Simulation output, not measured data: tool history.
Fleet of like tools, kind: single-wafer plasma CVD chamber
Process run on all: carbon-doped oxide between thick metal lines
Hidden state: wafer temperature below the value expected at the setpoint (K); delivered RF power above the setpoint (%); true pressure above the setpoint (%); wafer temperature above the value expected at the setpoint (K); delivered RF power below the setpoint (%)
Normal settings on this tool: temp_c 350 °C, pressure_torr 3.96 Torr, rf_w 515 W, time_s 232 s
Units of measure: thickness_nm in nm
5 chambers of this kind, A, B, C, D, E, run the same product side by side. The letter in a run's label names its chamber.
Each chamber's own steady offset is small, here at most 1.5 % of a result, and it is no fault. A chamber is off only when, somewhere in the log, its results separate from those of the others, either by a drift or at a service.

run,day,temp_c,pressure_torr,rf_w,time_s,hours since the last thermocouple change,hours since the last RF generator calibration,hours since the last manometer calibration,"read-back reference wafer on the same gauge, thickness_nm",thickness_nm
1A,0.425,350,3.96,515,232,343.8,1287.3,701.6,1349.5,1148.4
# day 0.692: chamber E: thermocouple changed; heater temperature recalibrated
2B,0.733,350,3.96,515,232,2486.5,550.2,1011.9,1350,1147.5
3D,1.171,350,3.96,515,232,772.4,843,665.9,1350.6,1142.5
4E,1.517,350,3.96,515,232,19.9,555.6,1414.7,1351.7,1133.5
5C,1.958,350,3.96,515,232,1710.8,922.7,775.7,1349.9,1150.4
6A,2.312,350,3.96,515,232,389.1,1332.6,746.9,1349.8,1142.5
# day 2.346: chamber C: RF generator calibrated
7D,2.762,350,3.96,515,232,810.6,881.2,704.1,1348.7,1144.5
8B,3.025,350,3.96,515,232,2541.5,605.2,1066.9,1349.6,1150.8
9E,3.412,350,3.96,455,232,65.4,601.1,1460.2,1349.2,1049.1
10C,3.858,350,3.96,455,232,1756.4,36.4,821.3,1350.1,1058.5
11A,4.062,350,3.96,455,232,431.1,1374.6,788.9,1349.4,1049.3
12D,4.521,350,3.96,455,232,852.8,923.4,746.3,1349.8,1063.1
13E,4.933,350,3.96,455,232,101.9,637.6,1496.7,1349.6,1054.8
14B,5.192,350,3.96,515,232,2593.5,657.2,1118.9,1350.3,1153
15C,5.608,350,3.96,515,232,1798.4,78.4,863.3,1349.1,1145.6
16D,5.85,350,3.96,515,232,884.7,955.3,778.2,1350.4,1139.7
17A,6.204,350,3.96,515,232,482.5,1426,840.3,1349.2,1148
18B,6.462,350,3.96,515,232,2624,687.7,1149.4,1349.7,1150.7
19C,6.854,350,3.96,515,232,1828.3,108.3,893.2,1349.4,1140
20E,7.288,350,3.96,515,232,158.4,694.1,1553.2,1350.3,1137
# day 7.504: chamber C: thermocouple changed; heater temperature recalibrated
21C,7.533,358,3.41,515,232,0.7,124.6,909.5,1349.4,1095.2
22D,7.742,358,3.41,515,232,930.1,1000.7,823.6,1348.8,1106.8
# day 7.783: chamber B: thermocouple changed; heater temperature recalibrated
23B,7.979,358,3.41,515,232,4.7,724.1,1185.8,1351.2,1108.9
24A,8.417,358,3.41,515,232,535.6,1479.1,893.4,1351.1,1103.8
25E,8.771,358,3.41,515,232,194,729.7,1588.8,1350.2,1095.8
26B,9.225,350,3.96,515,232,34.6,754,1215.7,1349.6,1149.3
27A,9.575,350,3.96,515,232,563.4,1506.9,921.2,1348.9,1146
28D,10.021,350,3.96,515,232,984.8,1055.4,878.3,1350.1,1137.7
29C,10.321,350,3.96,595,232,67.6,191.5,976.4,1350.2,1253.4
30E,10.621,350,3.96,595,232,238.4,774.1,1633.2,1349.6,1240.4
31B,11.075,350,3.96,595,232,79,798.4,1260.1,1350.2,1258.5
32E,11.283,350,3.96,595,232,254.3,790,1649.1,1349.7,1230.1
33D,11.542,350,3.96,595,232,1021.3,1091.9,914.8,1350.9,1246.8
34A,11.988,360,3.96,515,232,621.3,1564.8,979.1,1349.2,1119.6

One chamber off, gauge drift, or nothing amiss beyond the chambers' own small offsets? If it is a chamber, which one, and what is the likeliest cause?

Nothing is wrong: each chamber keeps only its own small, steady offset and the gauge holds still.
